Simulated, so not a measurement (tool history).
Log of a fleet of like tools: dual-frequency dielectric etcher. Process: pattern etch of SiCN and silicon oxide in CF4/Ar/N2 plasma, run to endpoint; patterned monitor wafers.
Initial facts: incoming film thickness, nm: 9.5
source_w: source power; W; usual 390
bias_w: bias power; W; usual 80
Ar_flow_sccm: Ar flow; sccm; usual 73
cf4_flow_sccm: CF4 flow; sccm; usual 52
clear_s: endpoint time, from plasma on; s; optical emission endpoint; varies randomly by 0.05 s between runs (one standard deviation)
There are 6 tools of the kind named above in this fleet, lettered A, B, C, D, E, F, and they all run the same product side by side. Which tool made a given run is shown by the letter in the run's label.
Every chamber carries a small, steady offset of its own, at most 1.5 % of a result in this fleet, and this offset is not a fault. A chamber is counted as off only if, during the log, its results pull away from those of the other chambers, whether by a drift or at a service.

run	day	source_w	bias_w	Ar_flow_sccm	cf4_flow_sccm	hours since the last wet clean	hours since the last source power generator calibration	hours since the last bias power generator calibration	hours since the last Ar flow controller change	hours since the last CF4 flow controller change	clear_s
1E	0.246	390	80	73	52	306.3	246.4	1467.6	1607.0	1506.8	12.052
# day 0.475: chamber C: wet clean of the chamber
2F	0.650	390	80	73	52	32.8	1406.0	1131.9	1542.8	1412.8	12.080
3C	0.929	390	80	73	52	11.0	2210.2	2191.6	1397.0	298.4	12.208
4A	1.138	390	80	73	52	32.6	284.7	283.2	5461.1	854.7	12.011
# day 1.167: chamber E: wet clean of the chamber
5D	1.412	390	80	73	52	447.0	1910.3	595.7	982.1	2886.3	11.960
6B	1.788	390	61	73	52	170.2	1515.0	51.4	712.0	1363.9	13.268
7A	2.075	390	61	73	52	55.1	307.2	305.7	5483.6	877.2	13.023
8F	2.296	390	61	73	52	72.3	1445.5	1171.4	1582.3	1452.3	13.332
9E	2.633	390	61	73	52	35.2	303.7	1524.9	1664.3	1564.1	13.214
10B	2.979	390	61	73	52	198.8	1543.6	80.0	740.6	1392.5	13.232
11D	3.308	390	61	73	52	492.5	1955.8	641.2	1027.6	2931.8	13.010
12C	3.608	390	80	73	52	75.3	2274.5	2255.9	1461.3	362.7	12.154
13D	3.912	310	80	61	52	507.0	1970.3	655.7	1042.1	2946.3	14.194
14A	4.225	310	80	61	52	106.7	358.8	357.3	5535.2	928.8	14.277
15F	4.646	310	80	61	52	128.7	1501.9	1227.8	1638.7	1508.7	14.347
# day 4.879: chamber D: wet clean of the chamber
16B	5.067	310	80	61	52	248.9	1593.7	130.1	790.7	1442.6	14.448
17C	5.446	310	80	61	52	119.4	2318.6	2300.0	1505.4	406.8	14.521
18E	5.838	310	80	61	52	112.1	380.6	1601.8	1741.2	1641.0	14.354
19F	6.092	390	80	73	52	163.4	1536.6	1262.5	1673.4	1543.4	12.017
20E	6.371	390	80	73	52	124.9	393.4	1614.6	1754.0	1653.8	12.055
21B	6.650	390	80	73	52	286.9	1631.7	168.1	828.7	1480.6	11.948
# day 6.983: chamber A: Ar flow controller replaced
22A	7.067	350	80	73	58	174.9	427.0	425.5	2.1	997.0	12.910
23D	7.512	350	80	73	58	63.2	2056.7	742.1	1128.5	3032.7	12.726
24C	7.754	350	80	73	58	174.8	2374.0	2355.4	1560.8	462.2	13.208
25F	8.071	350	80	73	58	210.9	1584.1	1310.0	1720.9	1590.9	13.004
26E	8.279	350	80	73	58	170.7	439.2	1660.4	1799.8	1699.6	12.946
27A	8.575	350	80	73	58	211.1	463.2	461.7	38.3	1033.2	12.890
28D	8.825	390	80	73	52	94.7	2088.2	773.6	1160.0	3064.2	11.676
29B	9.025	390	80	73	52	343.9	1688.7	225.1	885.7	1537.6	12.107
30C	9.467	390	80	73	52	215.9	2415.1	2396.5	1601.9	503.3	12.188
31D	9.692	390	80	73	52	115.5	2109.0	794.4	1180.8	3085.0	11.647
32C	10.108	390	80	73	52	231.3	2430.5	2411.9	1617.3	518.7	12.193
33B	10.542	390	80	73	52	380.3	1725.1	261.5	922.1	1574.0	11.971
34A	10.921	390	80	73	52	267.4	519.5	518.0	94.6	1089.5	11.916
35F	11.271	390	80	73	52	287.7	1660.9	1386.8	1797.7	1667.7	11.961
# day 11.621: chamber B: wet clean of the chamber
36E	11.658	390	80	80	52	251.8	520.3	1741.5	1880.9	1780.7	12.223
37F	11.958	390	80	80	52	304.2	1677.4	1403.3	1814.2	1684.2	12.196
38A	12.242	390	80	80	52	299.1	551.2	549.7	126.3	1121.2	12.234
39E	12.533	390	80	80	52	272.8	541.3	1762.5	1901.9	1801.7	12.061
40B	12.771	390	80	80	52	27.6	1778.6	315.0	975.6	1627.5	12.154

Each of the 6 chambers runs these same settings next. Fill in every chamber's results:
41A	13.088	390	87	73	52						?
41B	13.088	390	87	73	52						?
41C	13.088	390	87	73	52						?
41D	13.088	390	87	73	52						?
41E	13.088	390	87	73	52						?
41F	13.088	390	87	73	52						?

run	clear_s
41A	11.588
41B	11.714
41C	11.871
41D	11.254
41E	11.624
41F	11.676
